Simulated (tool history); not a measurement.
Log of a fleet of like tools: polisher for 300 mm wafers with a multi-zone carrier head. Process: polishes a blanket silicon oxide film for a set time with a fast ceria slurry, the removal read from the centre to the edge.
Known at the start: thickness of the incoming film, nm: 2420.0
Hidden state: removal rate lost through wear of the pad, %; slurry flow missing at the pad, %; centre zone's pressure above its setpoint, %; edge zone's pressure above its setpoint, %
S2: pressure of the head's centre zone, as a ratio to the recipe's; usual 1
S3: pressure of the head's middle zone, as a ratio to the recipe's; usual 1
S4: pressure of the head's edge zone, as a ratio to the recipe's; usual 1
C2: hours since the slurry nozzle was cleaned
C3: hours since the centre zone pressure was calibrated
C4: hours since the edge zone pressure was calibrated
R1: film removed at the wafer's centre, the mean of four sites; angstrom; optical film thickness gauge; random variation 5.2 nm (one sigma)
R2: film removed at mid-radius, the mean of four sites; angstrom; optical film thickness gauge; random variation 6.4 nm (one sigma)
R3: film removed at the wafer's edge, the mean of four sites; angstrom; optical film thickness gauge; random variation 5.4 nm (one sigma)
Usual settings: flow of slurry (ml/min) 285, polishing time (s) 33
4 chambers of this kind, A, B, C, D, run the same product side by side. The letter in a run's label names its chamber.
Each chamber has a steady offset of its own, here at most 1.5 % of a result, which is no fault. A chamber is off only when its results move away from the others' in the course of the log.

run 1D hour=3 | flow_of_slurry_(ml/min)=285 S2=1 S3=1 S4=1 polishing_time_(s)=33 | wafers_polished_on_this_pad=130 C2=199.3 C3=278.4 C4=389 | R1=5415.4 R2=5432.7 R3=5482
run 2A hour=6.8 | flow_of_slurry_(ml/min)=285 S2=1 S3=1 S4=1 polishing_time_(s)=33 | wafers_polished_on_this_pad=526 C2=104.5 C3=561.8 C4=233.9 | R1=5421.9 R2=5486.5 R3=5456
run 3B hour=10.6 | flow_of_slurry_(ml/min)=285 S2=1 S3=1 S4=1 polishing_time_(s)=33 | wafers_polished_on_this_pad=590 C2=199.1 C3=611.6 C4=20.7 | R1=5448 R2=5376.2 R3=5467.5
-- hour=14.4 chamber B: worn pad replaced by a new one
run 4C hour=15 | flow_of_slurry_(ml/min)=285 S2=1 S3=1 S4=1 polishing_time_(s)=33 | wafers_polished_on_this_pad=382 C2=532.2 C3=90.4 C4=46.4 | R1=5330.1 R2=5519.9 R3=5454.7
run 5B hour=18.8 | flow_of_slurry_(ml/min)=285 S2=1 S3=1 S4=1 polishing_time_(s)=33 | wafers_polished_on_this_pad=51 C2=207.3 C3=619.8 C4=28.9 | R1=5477.9 R2=5331 R3=5458.4
run 6D hour=23.6 | flow_of_slurry_(ml/min)=285 S2=1.09 S3=1 S4=1 polishing_time_(s)=43 | wafers_polished_on_this_pad=369 C2=219.9 C3=299 C4=409.6 | R1=7765.9 R2=7071.1 R3=7024.1
run 7C hour=27.5 | flow_of_slurry_(ml/min)=285 S2=1.09 S3=1 S4=1 polishing_time_(s)=43 | wafers_polished_on_this_pad=527 C2=544.7 C3=102.9 C4=58.9 | R1=7648.6 R2=7059.3 R3=7083.1
run 8A hour=32.4 | flow_of_slurry_(ml/min)=285 S2=1.09 S3=1 S4=1 polishing_time_(s)=43 | wafers_polished_on_this_pad=822 C2=130.1 C3=587.4 C4=259.5 | R1=7771.7 R2=7084.5 R3=7075.2
run 9C hour=36.9 | flow_of_slurry_(ml/min)=285 S2=1.09 S3=1 S4=1 polishing_time_(s)=43 | wafers_polished_on_this_pad=635 C2=554.1 C3=112.3 C4=68.3 | R1=7693.3 R2=7035.5 R3=7006.7
-- hour=39.5 chamber A: worn pad replaced by a new one
run 10A hour=40.6 | flow_of_slurry_(ml/min)=285 S2=1 S3=0.94 S4=1 polishing_time_(s)=44 | wafers_polished_on_this_pad=13 C2=138.3 C3=595.6 C4=267.7 | R1=7245 R2=6780.2 R3=7348.4
run 11D hour=43.8 | flow_of_slurry_(ml/min)=285 S2=1 S3=0.94 S4=1 polishing_time_(s)=44 | wafers_polished_on_this_pad=602 C2=240.1 C3=319.2 C4=429.8 | R1=7192.3 R2=6818.6 R3=7001.6
run 12B hour=47 | flow_of_slurry_(ml/min)=285 S2=1 S3=0.94 S4=1 polishing_time_(s)=44 | wafers_polished_on_this_pad=377 C2=235.5 C3=648 C4=57.1 | R1=7213.2 R2=6791.1 R3=7265.8
run 13B hour=52.6 | flow_of_slurry_(ml/min)=285 S2=1 S3=0.94 S4=1 polishing_time_(s)=44 | wafers_polished_on_this_pad=442 C2=241.1 C3=653.6 C4=62.7 | R1=7223.4 R2=6768.2 R3=7370.7
-- hour=55.3 chamber C: worn pad replaced by a new one
run 14A hour=56.7 | flow_of_slurry_(ml/min)=285 S2=1 S3=1 S4=1 polishing_time_(s)=33 | wafers_polished_on_this_pad=199 C2=154.4 C3=611.7 C4=283.8 | R1=5486.7 R2=5407.2 R3=5458.9
-- hour=58.9 chamber B: worn pad replaced by a new one
run 15C hour=61.5 | flow_of_slurry_(ml/min)=285 S2=1.12 S3=1 S4=1 polishing_time_(s)=33 | wafers_polished_on_this_pad=72 C2=578.7 C3=136.9 C4=92.9 | R1=6041.3 R2=5501 R3=5457.2
run 16D hour=64.8 | flow_of_slurry_(ml/min)=285 S2=1.12 S3=1 S4=1 polishing_time_(s)=33 | wafers_polished_on_this_pad=845 C2=261.1 C3=340.2 C4=450.8 | R1=5913.4 R2=5401.6 R3=5174.1
run 17A hour=69.9 | flow_of_slurry_(ml/min)=285 S2=1.12 S3=1 S4=1 polishing_time_(s)=33 | wafers_polished_on_this_pad=352 C2=167.6 C3=624.9 C4=297 | R1=6104.9 R2=5345.4 R3=5393
run 18B hour=73.3 | flow_of_slurry_(ml/min)=285 S2=1.12 S3=1 S4=1 polishing_time_(s)=33 | wafers_polished_on_this_pad=167 C2=261.8 C3=674.3 C4=83.4 | R1=6086.9 R2=5389.1 R3=5496.7
-- hour=76.2 chamber B: slurry nozzle cleaned
run 19C hour=78.3 | flow_of_slurry_(ml/min)=285 S2=1 S3=1 S4=1 polishing_time_(s)=33 | wafers_polished_on_this_pad=266 C2=595.5 C3=153.7 C4=109.7 | R1=5334.4 R2=5415.8 R3=5321.6
run 20D hour=81.9 | flow_of_slurry_(ml/min)=285 S2=1 S3=1 S4=1 polishing_time_(s)=33 | wafers_polished_on_this_pad=1043 C2=278.2 C3=357.3 C4=467.9 | R1=5163.5 R2=5253.1 R3=5175.1
run 21B hour=87 | flow_of_slurry_(ml/min)=285 S2=1 S3=1 S4=1 polishing_time_(s)=33 | wafers_polished_on_this_pad=326 C2=10.9 C3=688 C4=97.1 | R1=5480.4 R2=5481.8 R3=5500.3
run 22C hour=90.6 | flow_of_slurry_(ml/min)=285 S2=1 S3=1 S4=1 polishing_time_(s)=33 | wafers_polished_on_this_pad=409 C2=607.8 C3=166 C4=122 | R1=5381.3 R2=5382.8 R3=5403.6
run 23D hour=96.2 | flow_of_slurry_(ml/min)=285 S2=1 S3=1 S4=1 polishing_time_(s)=33 | wafers_polished_on_this_pad=1208 C2=292.5 C3=371.6 C4=482.2 | R1=5097.8 R2=5212.3 R3=5198.9
run 24A hour=102.8 | flow_of_slurry_(ml/min)=245 S2=0.93 S3=1 S4=1 polishing_time_(s)=33 | wafers_polished_on_this_pad=732 C2=200.5 C3=657.8 C4=329.9 | R1=4987.5 R2=5267.4 R3=5298.7
-- hour=103.4 chamber B: worn pad replaced by a new one
-- hour=103.4 chamber B: centre zone pressure recalibrated
run 25B hour=107.4 | flow_of_slurry_(ml/min)=245 S2=0.93 S3=1 S4=1 polishing_time_(s)=33 | wafers_polished_on_this_pad=46 C2=31.3 C3=4.1 C4=117.5 | R1=4898.5 R2=5434.4 R3=5387.1
-- hour=110 chamber A: worn pad replaced by a new one
run 26A hour=113.3 | flow_of_slurry_(ml/min)=245 S2=0.93 S3=1 S4=1 polishing_time_(s)=33 | wafers_polished_on_this_pad=39 C2=211 C3=668.3 C4=340.4 | R1=5003.7 R2=5306.3 R3=5370.2
run 27C hour=117 | flow_of_slurry_(ml/min)=245 S2=0.93 S3=1 S4=1 polishing_time_(s)=33 | wafers_polished_on_this_pad=714 C2=634.2 C3=192.4 C4=148.4 | R1=4864.8 R2=5428.9 R3=5414.3
run 28D hour=123.6 | flow_of_slurry_(ml/min)=285 S2=1 S3=1 S4=1 polishing_time_(s)=33 | wafers_polished_on_this_pad=1525 C2=319.9 C3=399 C4=509.6 | R1=5000.4 R2=4974.6 R3=5023.3
-- hour=126.2 chamber C: slurry nozzle cleaned
run 29C hour=126.9 | flow_of_slurry_(ml/min)=285 S2=1 S3=1 S4=1 polishing_time_(s)=33 | wafers_polished_on_this_pad=829 C2=0.8 C3=202.3 C4=158.3 | R1=5391.7 R2=5488.9 R3=5482.2
run 30D hour=131.8 | flow_of_slurry_(ml/min)=285 S2=1 S3=1 S4=1 polishing_time_(s)=33 | wafers_polished_on_this_pad=1620 C2=328.1 C3=407.2 C4=517.8 | R1=4906 R2=5044.2 R3=4918
run 31A hour=134.9 | flow_of_slurry_(ml/min)=285 S2=1 S3=1 S4=1 polishing_time_(s)=33 | wafers_polished_on_this_pad=288 C2=232.6 C3=689.9 C4=362 | R1=5462.3 R2=5382 R3=5349.1
run 32B hour=138.4 | flow_of_slurry_(ml/min)=285 S2=1 S3=1 S4=1 polishing_time_(s)=33 | wafers_polished_on_this_pad=405 C2=62.3 C3=35.1 C4=148.5 | R1=5500.7 R2=5422.7 R3=5420.5
run 33C hour=143 | flow_of_slurry_(ml/min)=285 S2=1 S3=1 S4=0.88 polishing_time_(s)=26 | wafers_polished_on_this_pad=1015 C2=16.9 C3=218.4 C4=174.4 | R1=4237.3 R2=4290.6 R3=3995
run 34B hour=148.2 | flow_of_slurry_(ml/min)=285 S2=1 S3=1 S4=0.88 polishing_time_(s)=26 | wafers_polished_on_this_pad=518 C2=72.1 C3=44.9 C4=158.3 | R1=4267.1 R2=4339.1 R3=3962.4
-- hour=148.9 chamber C: worn pad replaced by a new one
run 35D hour=153.1 | flow_of_slurry_(ml/min)=285 S2=1 S3=1 S4=0.88 polishing_time_(s)=26 | wafers_polished_on_this_pad=1867 C2=349.4 C3=428.5 C4=539.1 | R1=3846.1 R2=3856.7 R3=3603.7
run 36A hour=156.9 | flow_of_slurry_(ml/min)=285 S2=1 S3=1 S4=0.88 polishing_time_(s)=26 | wafers_polished_on_this_pad=543 C2=254.6 C3=711.9 C4=384 | R1=4371.1 R2=4192.5 R3=3922.7
-- hour=159.9 chamber B: worn pad replaced by a new one
run 37C hour=162.6 | flow_of_slurry_(ml/min)=285 S2=1 S3=1 S4=1 polishing_time_(s)=33 | wafers_polished_on_this_pad=158 C2=36.5 C3=238 C4=194 | R1=5441.7 R2=5491.6 R3=5427.7
run 38B hour=167.5 | flow_of_slurry_(ml/min)=285 S2=1 S3=1 S4=1 polishing_time_(s)=33 | wafers_polished_on_this_pad=88 C2=91.4 C3=64.2 C4=177.6 | R1=5445.8 R2=5452.3 R3=5505
-- hour=171 chamber D: edge zone pressure recalibrated
run 39A hour=172 | flow_of_slurry_(ml/min)=285 S2=1 S3=1 S4=1 polishing_time_(s)=33 | wafers_polished_on_this_pad=718 C2=269.7 C3=727 C4=399.1 | R1=5495.6 R2=5366.3 R3=5402.2
run 40D hour=177.7 | flow_of_slurry_(ml/min)=250 S2=1.1 S3=1 S4=1 polishing_time_(s)=33 | wafers_polished_on_this_pad=2151 C2=374 C3=453.1 C4=6.7 | R1=5225.1 R2=4672.2 R3=4704.7

Is one chamber off against the others, does the gauge drift, or is nothing wrong? If a chamber is off, say which, and what the likeliest cause is.

Chamber D drifts away from the others.
Cause: removal rate lost through wear of the pad, % = 12.3.

Here are 4 candidates for chamber D's next run, each the usual settings with a change, their results left as question marks. Which one brings its results back in line with what the others give on the usual settings?
In line means no further than this from the other chambers' mean on the usual settings: R1 180 angstrom; R2 230 angstrom; R3 190 angstrom
run 41D-1 hour=182.5 | flow_of_slurry_(ml/min)=285 S2=1 S3=1 S4=1 polishing_time_(s)=31 | R1=? R2=? R3=?
run 41D-2 hour=182.5 | flow_of_slurry_(ml/min)=285 S2=1 S3=1 S4=1.01 polishing_time_(s)=38 | R1=? R2=? R3=?
run 41D-3 hour=182.5 | flow_of_slurry_(ml/min)=285 S2=1 S3=1 S4=1 polishing_time_(s)=35 | R1=? R2=? R3=?
run 41D-4 hour=182.5 | flow_of_slurry_(ml/min)=280 S2=1 S3=1 S4=0.99 polishing_time_(s)=29 | R1=? R2=? R3=?

The other chambers' mean on the usual settings: R1 5407.5 angstrom; R2 5427.4 angstrom; R3 5421 angstrom
run=41D-1 R1=4436.1 R2=4539.1 R3=4490.8
run=41D-2 R1=5437.9 R2=5564 R3=5533.5
run=41D-3 R1=5008.6 R2=5124.8 R3=5070.3
run=41D-4 R1=4141.7 R2=4238.7 R3=4173.5
41D-2 brings the chamber back in line.
